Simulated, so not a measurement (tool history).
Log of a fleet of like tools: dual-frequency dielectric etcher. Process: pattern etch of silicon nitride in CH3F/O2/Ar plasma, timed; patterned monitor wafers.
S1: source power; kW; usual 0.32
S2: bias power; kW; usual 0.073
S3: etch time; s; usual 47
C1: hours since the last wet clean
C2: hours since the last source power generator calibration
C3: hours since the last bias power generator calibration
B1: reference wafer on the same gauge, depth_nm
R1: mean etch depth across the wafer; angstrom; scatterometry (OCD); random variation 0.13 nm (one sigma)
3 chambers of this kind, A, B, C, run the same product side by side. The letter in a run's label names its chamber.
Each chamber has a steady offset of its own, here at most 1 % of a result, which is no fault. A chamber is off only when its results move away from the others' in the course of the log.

run	hour	S1	S2	S3	C1	C2	C3	B1	R1
1B	5.2	0.32	0.073	47	90.6	823.9	585.4	33.799	306.18
2A	9.5	0.32	0.073	47	56.3	1365.4	184.3	33.781	304.6
3C	14.8	0.32	0.073	47	124	2399.4	2374.6	33.82	306.14
4C	18.1	0.32	0.073	47	127.3	2402.7	2377.9	33.838	302.35
5B	24.9	0.32	0.073	47	110.3	843.6	605.1	33.839	306.34
6A	29.3	0.32	0.073	47	76.1	1385.2	204.1	33.812	303.1
7B	33	0.32	0.073	47	118.4	851.7	613.2	33.819	304.97
8C	38.8	0.32	0.073	47	148	2423.4	2398.6	33.806	301.84
9A	43.3	0.32	0.073	47	90.1	1399.2	218.1	33.792	305.75
10A	49.3	0.37	0.056	47	96.1	1405.2	224.1	33.77	293.01
11C	53.9	0.37	0.056	47	163.1	2438.5	2413.7	33.797	292.12
12B	58.3	0.37	0.056	47	143.7	877	638.5	33.804	296.82
13C	63.5	0.32	0.073	47	172.7	2448.1	2423.3	33.806	302.08
14A	68.6	0.32	0.073	47	115.4	1424.5	243.4	33.773	305.34
15B	72.5	0.32	0.073	47	157.9	891.2	652.7	33.792	307.41
# hour 73.2: chamber C: source power generator calibrated
16C	76.2	0.32	0.073	47	185.4	3	2436	33.784	299.35
17A	79.9	0.32	0.073	47	126.7	1435.8	254.7	33.797	303.78
18B	84.8	0.32	0.073	47	170.2	903.5	665	33.816	307.67
19B	88.7	0.32	0.073	47	174.1	907.4	668.9	33.803	305.1
20C	95.4	0.32	0.073	47	204.6	22.2	2455.2	33.827	298.48
21A	101.8	0.32	0.073	47	148.6	1457.7	276.6	33.805	305.08
22A	105.2	0.32	0.073	47	152	1461.1	280	33.809	303.97
23B	109.9	0.32	0.073	47	195.3	928.6	690.1	33.802	306.52
24C	113.6	0.32	0.073	47	222.8	40.4	2473.4	33.838	298.23
25A	119.6	0.32	0.073	47	166.4	1475.5	294.4	33.798	304.09
26B	124.8	0.32	0.073	47	210.2	943.5	705	33.816	306.76
27C	128	0.32	0.073	47	237.2	54.8	2487.8	33.808	296.67
28C	131.3	0.32	0.073	47	240.5	58.1	2491.1	33.767	295.65
29A	136.2	0.32	0.073	47	183	1492.1	311	33.814	303.39
30B	140.6	0.32	0.073	47	226	959.3	720.8	33.796	305.01
31A	146.3	0.32	0.073	47	193.1	1502.2	321.1	33.781	305.23
32C	152.5	0.32	0.073	47	261.7	79.3	2512.3	33.813	295.4
33B	156.6	0.32	0.073	47	242	975.3	736.8	33.791	306.02
34B	161.5	0.26	0.08	47	246.9	980.2	741.7	33.798	294.73
35C	166.2	0.26	0.08	47	275.4	93	2526	33.847	281.09
36A	172.1	0.26	0.08	47	218.9	1528	346.9	33.799	288.57
37B	176.6	0.32	0.064	40	262	995.3	756.8	33.782	250.81
38C	180.5	0.32	0.064	40	289.7	107.3	2540.3	33.772	237.02
39A	183.6	0.32	0.064	40	230.4	1539.5	358.4	33.794	245.97
40B	189	0.32	0.073	47	274.4	1007.7	769.2	33.817	306.57
41C	193.4	0.32	0.073	47	302.6	120.2	2553.2	33.792	291.25
42A	198.8	0.32	0.073	47	245.6	1554.7	373.6	33.791	303.63

All 3 chambers run these settings next. Forecast each chamber's results:
43A	203.7	0.32	0.073	47					?
43B	203.7	0.32	0.073	47					?
43C	203.7	0.32	0.073	47					?

run	R1
43A	303.24
43B	306.15
43C	289.72
